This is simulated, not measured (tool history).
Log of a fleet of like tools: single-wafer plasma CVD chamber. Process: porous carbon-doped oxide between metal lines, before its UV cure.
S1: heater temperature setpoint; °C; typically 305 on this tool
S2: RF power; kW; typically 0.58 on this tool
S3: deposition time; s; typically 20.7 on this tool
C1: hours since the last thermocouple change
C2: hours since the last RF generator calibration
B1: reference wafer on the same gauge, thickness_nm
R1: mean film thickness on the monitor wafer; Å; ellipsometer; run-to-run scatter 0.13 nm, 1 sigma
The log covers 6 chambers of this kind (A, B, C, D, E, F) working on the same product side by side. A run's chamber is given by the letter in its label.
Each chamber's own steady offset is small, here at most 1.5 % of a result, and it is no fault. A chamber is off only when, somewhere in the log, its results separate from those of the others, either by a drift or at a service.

Run 1F, hour 6.5: usual settings; C1 414.9; C2 250.1; B1 120.99. Result: R1 1217.7 Å.
Run 2A, hour 13.5: usual settings; C1 22.2; C2 420.6; B1 121. Result: R1 1215.8 Å.
Run 3C, hour 20.9: usual settings; C1 1000.4; C2 392.8; B1 121.03. Result: R1 1223.6 Å.
Run 4E, hour 30: usual settings; C1 436.4; C2 218.8; B1 121.05. Result: R1 1199.6 Å.
Run 5B, hour 43.8: usual settings; C1 446.9; C2 882.1; B1 121.07. Result: R1 1203.7 Å.
Run 6D, hour 56.6: usual settings; C1 101.2; C2 811.3; B1 121.09. Result: R1 1217.1 Å.
Run 7E, hour 66.5: usual settings; C1 472.9; C2 255.3; B1 121.09. Result: R1 1201.6 Å.
Run 8B, hour 73.5: usual settings but S1 313 °C, S3 23.3 s; C1 476.6; C2 911.8; B1 121.13. Result: R1 1292.5 Å.
Run 9D, hour 85.5: usual settings but S1 313 °C, S3 23.3 s; C1 130.1; C2 840.2; B1 121.11. Result: R1 1308.7 Å.
Run 10A, hour 98.5: usual settings but S1 313 °C, S3 23.3 s; C1 107.2; C2 505.6; B1 121.14. Result: R1 1312.7 Å.
Run 11F, hour 109.5: usual settings but S1 313 °C, S3 23.3 s; C1 517.9; C2 353.1; B1 121.17. Result: R1 1308.9 Å.
Run 12C, hour 121.1: usual settings but S1 313 °C, S3 23.3 s; C1 1100.6; C2 493; B1 121.13. Result: R1 1316.6 Å.
Run 13F, hour 130.6: usual settings but S1 313 °C, S3 23.3 s; C1 539; C2 374.2; B1 121.16. Result: R1 1311.2 Å.
Run 14D, hour 137.7: usual settings; C1 182.3; C2 892.4; B1 121.2. Result: R1 1218.2 Å.
Run 15C, hour 145.4: usual settings; C1 1124.9; C2 517.3; B1 121.2. Result: R1 1226.7 Å.
Run 16B, hour 157.3: usual settings; C1 560.4; C2 995.6; B1 121.21. Result: R1 1206.6 Å.
Run 17E, hour 164.1: usual settings; C1 570.5; C2 352.9; B1 121.21. Result: R1 1204.9 Å.
Run 18A, hour 174.1: usual settings; C1 182.8; C2 581.2; B1 121.24. Result: R1 1220 Å.
Run 19A, hour 184.1: usual settings; C1 192.8; C2 591.2; B1 121.23. Result: R1 1222.2 Å.
Run 20C, hour 194.3: usual settings; C1 1173.8; C2 566.2; B1 121.25. Result: R1 1226.8 Å.
Run 21F, hour 208.2: usual settings; C1 616.6; C2 451.8; B1 121.28. Result: R1 1223.5 Å.
Run 22E, hour 216.2: usual settings; C1 622.6; C2 405; B1 121.32. Result: R1 1201.5 Å.
Run 23D, hour 224.4: usual settings but S2 0.67 kW; C1 269; C2 979.1; B1 121.35. Result: R1 1336.8 Å.
Run 24B, hour 232.6: usual settings but S2 0.67 kW; C1 635.7; C2 1070.9; B1 121.32. Result: R1 1324.2 Å.
Run 25C, hour 243.6: usual settings but S2 0.67 kW; C1 1223.1; C2 615.5; B1 121.34. Result: R1 1345.9 Å.
Run 26B, hour 257.7: usual settings but S2 0.67 kW; C1 660.8; C2 1096; B1 121.39. Result: R1 1326.4 Å.
Run 27A, hour 270.9: usual settings but S2 0.67 kW; C1 279.6; C2 678; B1 121.37. Result: R1 1339.9 Å.
Run 28D, hour 282.1: usual settings but S2 0.67 kW; C1 326.7; C2 1036.8; B1 121.41. Result: R1 1336.6 Å.
Run 29F, hour 289.7: usual settings; C1 698.1; C2 533.3; B1 121.39. Result: R1 1223 Å.
Run 30E, hour 297.6: usual settings; C1 704; C2 486.4; B1 121.45. Result: R1 1205.4 Å.
Run 31E, hour 305.8: usual settings but S1 312 °C, S3 18.6 s; C1 712.2; C2 494.6; B1 121.46. Result: R1 1047.9 Å.
Run 32D, hour 316.8: usual settings but S1 312 °C, S3 18.6 s; C1 361.4; C2 1071.5; B1 121.46. Result: R1 1059.8 Å.
Run 33F, hour 329.7: usual settings but S1 312 °C, S3 18.6 s; C1 738.1; C2 573.3; B1 121.52. Result: R1 1059.6 Å.
Run 34A, hour 336.3: usual settings but S1 312 °C, S3 18.6 s; C1 345; C2 743.4; B1 121.49. Result: R1 1063.5 Å.
Run 35B, hour 345.7: usual settings but S1 312 °C, S3 18.6 s; C1 748.8; C2 1184; B1 121.48. Result: R1 1051.3 Å.
Run 36C, hour 352.7: usual settings but S1 312 °C, S3 18.6 s; C1 1332.2; C2 724.6; B1 121.54. Result: R1 1067.4 Å.

For the next run the whole fleet of 6 chambers uses the same settings. Give each chamber's results:
Run 37A, hour 363.2: usual settings. Result: R1 ?.
Run 37B, hour 363.2: usual settings. Result: R1 ?.
Run 37C, hour 363.2: usual settings. Result: R1 ?.
Run 37D, hour 363.2: usual settings. Result: R1 ?.
Run 37E, hour 363.2: usual settings. Result: R1 ?.
Run 37F, hour 363.2: usual settings. Result: R1 ?.

run      R1
37A    1223
37B  1209.1
37C    1227
37D  1221.8
37E  1206.3
37F  1223.5
